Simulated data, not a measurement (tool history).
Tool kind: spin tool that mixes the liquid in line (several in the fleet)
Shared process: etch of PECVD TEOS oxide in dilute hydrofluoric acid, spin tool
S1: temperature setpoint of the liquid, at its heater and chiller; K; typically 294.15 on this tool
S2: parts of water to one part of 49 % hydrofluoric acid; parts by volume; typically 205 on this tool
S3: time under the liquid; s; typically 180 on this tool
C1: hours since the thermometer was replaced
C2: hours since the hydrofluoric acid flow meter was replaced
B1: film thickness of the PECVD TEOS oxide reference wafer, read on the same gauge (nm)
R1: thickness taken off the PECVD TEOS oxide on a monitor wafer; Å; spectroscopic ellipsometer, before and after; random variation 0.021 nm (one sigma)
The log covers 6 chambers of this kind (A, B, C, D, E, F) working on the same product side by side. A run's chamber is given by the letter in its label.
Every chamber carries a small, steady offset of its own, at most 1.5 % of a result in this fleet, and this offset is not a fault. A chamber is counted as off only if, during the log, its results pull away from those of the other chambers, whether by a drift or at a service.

| run | day | S1 | S2 | S3 | C1 | C2 | B1 | R1 |
|---|---|---|---|---|---|---|---|---|
| 1E | 0.442 | 294.15 | 205 | 180 | 1262.8 | 145.6 | 60.021 | 58.975 |
| 2A | 0.942 | 294.15 | 205 | 180 | 183 | 1194.1 | 59.988 | 59.943 |
|  | 1.117 | chamber C: hydrofluoric acid flow meter replaced |
| 3D | 1.483 | 294.15 | 205 | 180 | 55.3 | 551.7 | 60.016 | 59.523 |
| 4B | 1.796 | 294.15 | 205 | 180 | 461.2 | 1597.1 | 60.003 | 60.743 |
| 5F | 2.083 | 294.15 | 205 | 180 | 331.7 | 93.4 | 59.999 | 60.217 |
| 6C | 2.342 | 294.15 | 205 | 180 | 2158.8 | 29.4 | 59.976 | 59.294 |
| 7B | 2.762 | 294.15 | 205 | 180 | 484.4 | 1620.3 | 59.978 | 60.207 |
| 8D | 3.325 | 290.15 | 205 | 180 | 99.5 | 595.9 | 59.967 | 50.488 |
| 9A | 3.829 | 290.15 | 205 | 180 | 252.3 | 1263.4 | 59.985 | 51.1 |
| 10F | 4.379 | 290.15 | 205 | 180 | 386.8 | 148.5 | 60.014 | 51.568 |
| 11E | 4.792 | 290.15 | 205 | 180 | 1367.2 | 250 | 59.994 | 50.656 |
| 12C | 5.104 | 290.15 | 205 | 180 | 2225.1 | 95.7 | 59.996 | 50.865 |
| 13A | 5.362 | 290.15 | 205 | 180 | 289.1 | 1300.2 | 59.993 | 51.385 |
| 14C | 5.708 | 294.15 | 145 | 95 | 2239.6 | 110.2 | 59.999 | 46.418 |
|  | 6.096 | chamber E: thermometer replaced |
| 15B | 6.104 | 294.15 | 145 | 95 | 564.6 | 1700.5 | 60.01 | 47.847 |
| 16D | 6.45 | 294.15 | 145 | 95 | 174.5 | 670.9 | 60.01 | 46.806 |
| 17E | 6.729 | 294.15 | 145 | 95 | 15.2 | 296.5 | 60.029 | 46.928 |
| 18F | 7.012 | 294.15 | 145 | 95 | 450 | 211.7 | 59.993 | 47.443 |
| 19C | 7.496 | 294.15 | 145 | 95 | 2282.5 | 153.1 | 59.991 | 46.668 |
| 20F | 7.992 | 294.15 | 205 | 180 | 473.5 | 235.2 | 60.011 | 60.014 |
| 21A | 8.258 | 294.15 | 205 | 215 | 358.6 | 1369.7 | 59.993 | 71.807 |
| 22D | 8.775 | 294.15 | 205 | 215 | 230.3 | 726.7 | 60.001 | 71.071 |
| 23E | 9.171 | 294.15 | 205 | 215 | 73.8 | 355.1 | 60.007 | 70.17 |
|  | 9.175 | chamber A: hydrofluoric acid flow meter replaced |
| 24B | 9.529 | 294.15 | 205 | 215 | 646.8 | 1782.7 | 60.008 | 73.233 |
| 25A | 9.833 | 294.15 | 205 | 215 | 396.4 | 15.9 | 60.019 | 72.036 |
| 26F | 10.125 | 294.15 | 205 | 215 | 524.7 | 286.4 | 60.004 | 72.2 |
| 27E | 10.642 | 294.15 | 205 | 180 | 109.1 | 390.4 | 59.993 | 59.138 |
|  | 10.971 | chamber C: thermometer replaced |
| 28B | 11.021 | 294.15 | 205 | 180 | 682.6 | 1818.5 | 59.986 | 61.478 |
| 29C | 11.283 | 294.15 | 205 | 180 | 7.6 | 244 | 60.008 | 59.06 |
| 30D | 11.833 | 296.15 | 205 | 145 | 303.7 | 800.1 | 60.006 | 51.921 |
| 31D | 12.142 | 296.15 | 205 | 145 | 311.1 | 807.5 | 60.008 | 51.836 |
| 32E | 12.396 | 296.15 | 205 | 145 | 151.2 | 432.5 | 59.999 | 51.056 |
| 33F | 12.754 | 296.15 | 205 | 145 | 587.8 | 349.5 | 60.012 | 52.547 |
| 34A | 13.229 | 296.15 | 205 | 145 | 477.9 | 97.4 | 60.003 | 52.011 |
| 35C | 13.654 | 296.15 | 205 | 145 | 64.5 | 300.9 | 59.977 | 51.945 |
| 36B | 14.104 | 294.15 | 205 | 80 | 756.6 | 1892.5 | 59.998 | 27.656 |
|  | 14.225 | chamber B: hydrofluoric acid flow meter replaced |
| 37F | 14.608 | 294.15 | 205 | 80 | 632.3 | 394 | 60.012 | 26.751 |
| 38C | 14.879 | 294.15 | 205 | 80 | 93.9 | 330.3 | 59.992 | 26.393 |
| 39E | 15.25 | 294.15 | 205 | 80 | 219.7 | 501 | 60.007 | 26.137 |
| 40D | 15.612 | 294.15 | 205 | 80 | 394.4 | 890.8 | 59.992 | 26.528 |
| 41A | 15.958 | 294.15 | 205 | 80 | 543.4 | 162.9 | 60.015 | 26.97 |
| 42B | 16.454 | 294.15 | 205 | 180 | 813 | 53.6 | 60.007 | 62.552 |
| 43E | 17.008 | 294.15 | 205 | 180 | 261.9 | 543.2 | 59.985 | 58.949 |
| 44D | 17.383 | 294.15 | 205 | 180 | 436.9 | 933.3 | 60.019 | 59.061 |

What goes on in this fleet: one chamber off, a drifting gauge, or nothing beyond the chambers' own small offsets? Name the chamber and the cause, if any.

One chamber, B, drifts off from the rest bit by bit.
Likeliest cause: liquid hotter than its thermometer reads (K) = 1.22.

Here are 4 candidates for chamber B's next run, each the usual settings with a change, their results left as question marks. Which one brings its results back in line with what the others give on the usual settings?
Counts as in line when no further than this from what the other chambers average on the usual settings: R1 0.74 Å
| 45B-1 | 17.796 | 295.65 | 205 | 180 |  |  |  | ? |
| 45B-2 | 17.796 | 294.15 | 200 | 190 |  |  |  | ? |
| 45B-3 | 17.796 | 294.15 | 205 | 165 |  |  |  | ? |
| 45B-4 | 17.796 | 294.15 | 210 | 175 |  |  |  | ? |

Other chambers, usual settings, mean: R1 59.648 Å
| run | R1 |
|---|---|
| 45B-1 | 66.725 |
| 45B-2 | 68.643 |
| 45B-3 | 57.861 |
| 45B-4 | 59.599 |
45B-4 is the one that brings the chamber's results back in line with the other chambers.

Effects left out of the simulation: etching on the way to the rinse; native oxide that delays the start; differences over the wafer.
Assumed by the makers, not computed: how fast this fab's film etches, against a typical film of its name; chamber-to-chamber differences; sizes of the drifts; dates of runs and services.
